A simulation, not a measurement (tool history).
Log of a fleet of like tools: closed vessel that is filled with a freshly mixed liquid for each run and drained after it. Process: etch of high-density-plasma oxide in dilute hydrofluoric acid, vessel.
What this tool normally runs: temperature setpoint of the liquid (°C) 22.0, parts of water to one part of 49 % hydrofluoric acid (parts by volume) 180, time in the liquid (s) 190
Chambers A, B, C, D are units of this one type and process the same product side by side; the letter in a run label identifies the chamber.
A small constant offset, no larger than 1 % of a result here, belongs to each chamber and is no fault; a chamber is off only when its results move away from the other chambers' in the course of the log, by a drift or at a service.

run   hour  temperature setpoint of the liquid (°C)  parts of water to one part of 49 % hydrofluoric acid (parts by volume)  time in the liquid (s)  hours since the thermometer was replaced  hours since the hydrofluoric acid flow meter was replaced  read-back film thickness of the high-density-plasma oxide reference wafer, read on the same gauge (nm)  thickness taken off the high-density-plasma oxide on a monitor wafer (Å)
 1A    6.4                                     22.0                                                                     180                     190                                    1563.1                                                     1520.5                                                                                                  29.991                                                                    49.094
 2D   13.0                                     22.0                                                                     180                     190                                    1312.1                                                      812.5                                                                                                  30.034                                                                    49.253
 3C   18.3                                     22.0                                                                     180                     190                                    1059.7                                                       54.1                                                                                                  30.023                                                                    50.238
 4B   22.3                                     22.0                                                                     180                     190                                     975.8                                                      565.0                                                                                                  30.021                                                                    49.679
 5D   28.7                                     17.0                                                                     135                     190                                    1327.8                                                      828.2                                                                                                  29.985                                                                    57.256
 6C   37.0                                     17.0                                                                     135                     190                                    1078.4                                                       72.8                                                                                                  30.012                                                                    56.035
 7B   40.8                                     17.0                                                                     135                     190                                     994.3                                                      583.5                                                                                                  30.051                                                                    55.885
 8A   49.1                                     17.0                                                                     135                     190                                    1605.8                                                     1563.2                                                                                                  29.957                                                                    56.368
 9A   55.5                                     22.0                                                                     180                     190                                    1612.2                                                     1569.6                                                                                                  29.934                                                                    48.414
10C   60.1                                     22.0                                                                     180                     190                                    1101.5                                                       95.9                                                                                                  29.995                                                                    49.151
11B   65.8                                     22.0                                                                     180                     190                                    1019.3                                                      608.5                                                                                                  30.034                                                                    49.473
12D   71.1                                     22.0                                                                     180                     190                                    1370.2                                                      870.6                                                                                                  29.985                                                                    49.071
13D   75.4                                     22.0                                                                     180                     190                                    1374.5                                                      874.9                                                                                                  30.054                                                                    49.309
14C   82.8                                     22.0                                                                     180                     190                                    1124.2                                                      118.6                                                                                                  29.975                                                                    49.359
15A   88.9                                     22.0                                                                     180                     190                                    1645.6                                                     1603.0                                                                                                  30.038                                                                    48.843
16B   96.3                                     24.5                                                                     125                     190                                    1049.8                                                      639.0                                                                                                  29.995                                                                    81.660
17A  104.6                                     24.5                                                                     125                     190                                    1661.3                                                     1618.7                                                                                                  30.009                                                                    82.459
18D  109.2                                     24.5                                                                     125                     190                                    1408.3                                                      908.7                                                                                                  30.017                                                                    81.886
19C  115.8                                     24.5                                                                     125                     190                                    1157.2                                                      151.6                                                                                                  29.962                                                                    82.772
     117.6  -- chamber A: thermometer replaced
20B  123.7                                     22.0                                                                     180                     190                                    1077.2                                                      666.4                                                                                                  30.030                                                                    49.126
21A  130.4                                     22.0                                                                     180                     190                                      12.8                                                     1644.5                                                                                                  30.000                                                                    48.869
22C  136.1                                     22.0                                                                     180                     190                                    1177.5                                                      171.9                                                                                                  29.986                                                                    49.118
23B  140.7                                     22.0                                                                     180                     190                                    1094.2                                                      683.4                                                                                                  30.035                                                                    49.480
24D  148.7                                     22.0                                                                     180                     190                                    1447.8                                                      948.2                                                                                                  29.974                                                                    47.640
25A  153.4                                     22.0                                                                     180                     190                                      35.8                                                     1667.5                                                                                                  30.008                                                                    48.977
26D  157.9                                     22.0                                                                     180                     190                                    1457.0                                                      957.4                                                                                                  30.016                                                                    47.815
27C  164.2                                     22.0                                                                     180                     280                                    1205.6                                                      200.0                                                                                                  30.025                                                                    73.181
28B  169.8                                     22.0                                                                     180                     280                                    1123.3                                                      712.5                                                                                                  29.972                                                                    72.606
29A  177.6                                     22.0                                                                     180                     280                                      60.0                                                     1691.7                                                                                                  30.018                                                                    72.657
30D  182.2                                     22.0                                                                     180                     280                                    1481.3                                                      981.7                                                                                                  29.963                                                                    70.680
     185.0  -- chamber A: hydrofluoric acid flow meter replaced
31C  190.5                                     22.0                                                                     180                     190                                    1231.9                                                      226.3                                                                                                  29.967                                                                    49.385
32B  197.2                                     22.0                                                                     180                     190                                    1150.7                                                      739.9                                                                                                  29.980                                                                    49.292
33C  203.9                                     22.0                                                                     180                     190                                    1245.3                                                      239.7                                                                                                  30.048                                                                    48.954
34A  209.5                                     22.0                                                                     180                     190                                      91.9                                                       24.5                                                                                                  30.000                                                                    48.375
35D  215.4                                     22.0                                                                     180                     190                                    1514.5                                                     1014.9                                                                                                  30.006                                                                    47.567
36B  220.7                                     22.0                                                                     180                     190                                    1174.2                                                      763.4                                                                                                  30.046                                                                    49.701
37D  225.3                                     22.0                                                                     180                     190                                    1524.4                                                     1024.8                                                                                                  29.991                                                                    47.127

Has any chamber moved away from the others, gradually or after a service, or does the common gauge drift, or do the chambers differ only by their own small steady offsets? State the chamber and the most likely cause if one applies.

Chamber D drifts away from the others.
Cause: hydrofluoric acid flow below the setpoint (%) = 4.64.
With only this log, it may be confused with: liquid colder than its thermometer reads (K).

Below are 4 candidate recipes for chamber D's next run, each the usual settings with a change, their results shown as question marks. Which of them brings D's results back in line with what the other chambers give on the usual settings?
In-line tolerance around the mean of the other chambers on the usual settings: thickness taken off the high-density-plasma oxide on a monitor wafer (Å) 1.200
38D-1  231.4                                     20.5                                                                     180                     190                                                                                                                                                                                                                                                                                      ?
38D-2  231.4                                     23.5                                                                     180                     190                                                                                                                                                                                                                                                                                      ?
38D-3  231.4                                     22.0                                                                     175                     200                                                                                                                                                                                                                                                                                      ?
38D-4  231.4                                     22.0                                                                     185                     180                                                                                                                                                                                                                                                                                      ?

Other chambers, usual settings, mean: thickness taken off the high-density-plasma oxide on a monitor wafer (Å) 49.125
  run  thickness taken off the high-density-plasma oxide on a monitor wafer (Å)
38D-1                                                                    43.977
38D-2                                                                    49.295
38D-3                                                                    50.736
38D-4                                                                    42.684
38D-2 puts the chamber back in line with the other chambers.

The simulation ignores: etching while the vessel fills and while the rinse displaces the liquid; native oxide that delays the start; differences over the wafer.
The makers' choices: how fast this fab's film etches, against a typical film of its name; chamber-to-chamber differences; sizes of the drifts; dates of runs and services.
